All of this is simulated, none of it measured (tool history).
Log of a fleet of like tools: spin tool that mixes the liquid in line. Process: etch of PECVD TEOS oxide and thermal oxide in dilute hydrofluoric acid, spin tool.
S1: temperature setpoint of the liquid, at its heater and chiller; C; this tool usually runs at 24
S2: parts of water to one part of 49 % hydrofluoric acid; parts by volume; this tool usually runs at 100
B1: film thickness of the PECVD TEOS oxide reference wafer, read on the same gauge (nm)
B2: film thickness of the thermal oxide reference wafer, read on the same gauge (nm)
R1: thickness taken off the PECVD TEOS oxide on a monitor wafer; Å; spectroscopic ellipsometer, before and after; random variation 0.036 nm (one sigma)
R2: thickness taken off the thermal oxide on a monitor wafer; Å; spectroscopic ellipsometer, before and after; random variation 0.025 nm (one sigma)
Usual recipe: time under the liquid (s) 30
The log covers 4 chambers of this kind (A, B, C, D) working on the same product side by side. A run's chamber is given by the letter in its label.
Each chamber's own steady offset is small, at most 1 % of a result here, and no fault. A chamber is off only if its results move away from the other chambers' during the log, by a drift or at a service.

Run 1D, hour 10.2: usual settings; B1 140.01; B2 110. Result: R1 59.416 Å, R2 13.994 Å.
Run 2B, hour 20: usual settings; B1 139.97; B2 110. Result: R1 59.804 Å, R2 13.815 Å.
Run 3A, hour 31.1: usual settings; B1 140; B2 109.99. Result: R1 59.463 Å, R2 14.178 Å.
Run 4C, hour 40.1: usual settings; B1 140; B2 109.99. Result: R1 58.928 Å, R2 13.966 Å.
Run 5C, hour 48.3: usual settings; B1 140.01; B2 110.02. Result: R1 59.044 Å, R2 13.83 Å.
Run 6A, hour 56.9: usual settings; B1 139.95; B2 110. Result: R1 59.723 Å, R2 13.757 Å.
Run 7D, hour 63.6: usual settings; B1 139.98; B2 109.98. Result: R1 59.374 Å, R2 14.504 Å.
Run 8B, hour 71.7: usual settings; B1 139.99; B2 110. Result: R1 59.917 Å, R2 14.351 Å.
At hour 74.5: chamber B: thermometer replaced.
Run 9A, hour 78: usual settings; B1 140.03; B2 110. Result: R1 60.184 Å, R2 13.769 Å.
Run 10D, hour 87.2: usual settings; B1 139.99; B2 109.99. Result: R1 59.341 Å, R2 13.65 Å.
Run 11C, hour 99.4: usual settings but time under the liquid (s) 15; B1 140.01; B2 110. Result: R1 29.732 Å, R2 6.8406 Å.
Run 12B, hour 108.7: usual settings but time under the liquid (s) 15; B1 140.01; B2 109.99. Result: R1 29.929 Å, R2 7.1431 Å.
Run 13C, hour 117.2: usual settings but time under the liquid (s) 15; B1 139.97; B2 110. Result: R1 29.371 Å, R2 6.9377 Å.
Run 14A, hour 126.1: usual settings but time under the liquid (s) 15; B1 140; B2 109.99. Result: R1 29.63 Å, R2 6.8663 Å.
Run 15B, hour 138: usual settings; B1 140; B2 110. Result: R1 59.557 Å, R2 13.937 Å.
Run 16D, hour 146.3: usual settings; B1 140.02; B2 109.98. Result: R1 59.479 Å, R2 14.062 Å.
Run 17C, hour 153: usual settings but S2 55 parts by volume, time under the liquid (s) 40; B1 139.98; B2 110. Result: R1 150.21 Å, R2 35.905 Å.
Run 18D, hour 163.4: usual settings but S2 55 parts by volume, time under the liquid (s) 40; B1 139.99; B2 110. Result: R1 153.78 Å, R2 36.648 Å.
Run 19A, hour 170.1: usual settings but S2 55 parts by volume, time under the liquid (s) 40; B1 140; B2 109.98. Result: R1 153.22 Å, R2 36.46 Å.
Run 20B, hour 180.8: usual settings but S2 55 parts by volume, time under the liquid (s) 40; B1 140.02; B2 109.98. Result: R1 153.25 Å, R2 35.702 Å.
Run 21A, hour 187.5: usual settings but S1 21 C, time under the liquid (s) 15; B1 140; B2 109.98. Result: R1 26.418 Å, R2 6.4713 Å.
Run 22B, hour 198.1: usual settings but S1 21 C, time under the liquid (s) 15; B1 139.99; B2 110. Result: R1 26.707 Å, R2 6.1365 Å.
At hour 200.8: chamber B: hydrofluoric acid flow meter replaced.
Run 23D, hour 205.2: usual settings but S1 21 C, time under the liquid (s) 15; B1 139.98; B2 110.01. Result: R1 26.548 Å, R2 6.2691 Å.
Run 24C, hour 213.3: usual settings but S1 21 C, time under the liquid (s) 15; B1 140.03; B2 109.99. Result: R1 25.938 Å, R2 6.1485 Å.
Run 25D, hour 218.8: usual settings but S1 20.5 C, S2 85 parts by volume; B1 140.02; B2 110. Result: R1 62.71 Å, R2 14.302 Å.
Run 26C, hour 228.9: usual settings but S1 20.5 C, S2 85 parts by volume; B1 139.97; B2 110.01. Result: R1 60.671 Å, R2 14.588 Å.
Run 27B, hour 237.9: usual settings but S1 20.5 C, S2 85 parts by volume; B1 140.02; B2 110. Result: R1 62.295 Å, R2 14.458 Å.

Is one chamber off against the others, does the gauge drift, or is nothing wrong? If a chamber is off, say which, and what the likeliest cause is.

Beyond each chamber's small constant offset nothing stands out, and the gauge stays steady.

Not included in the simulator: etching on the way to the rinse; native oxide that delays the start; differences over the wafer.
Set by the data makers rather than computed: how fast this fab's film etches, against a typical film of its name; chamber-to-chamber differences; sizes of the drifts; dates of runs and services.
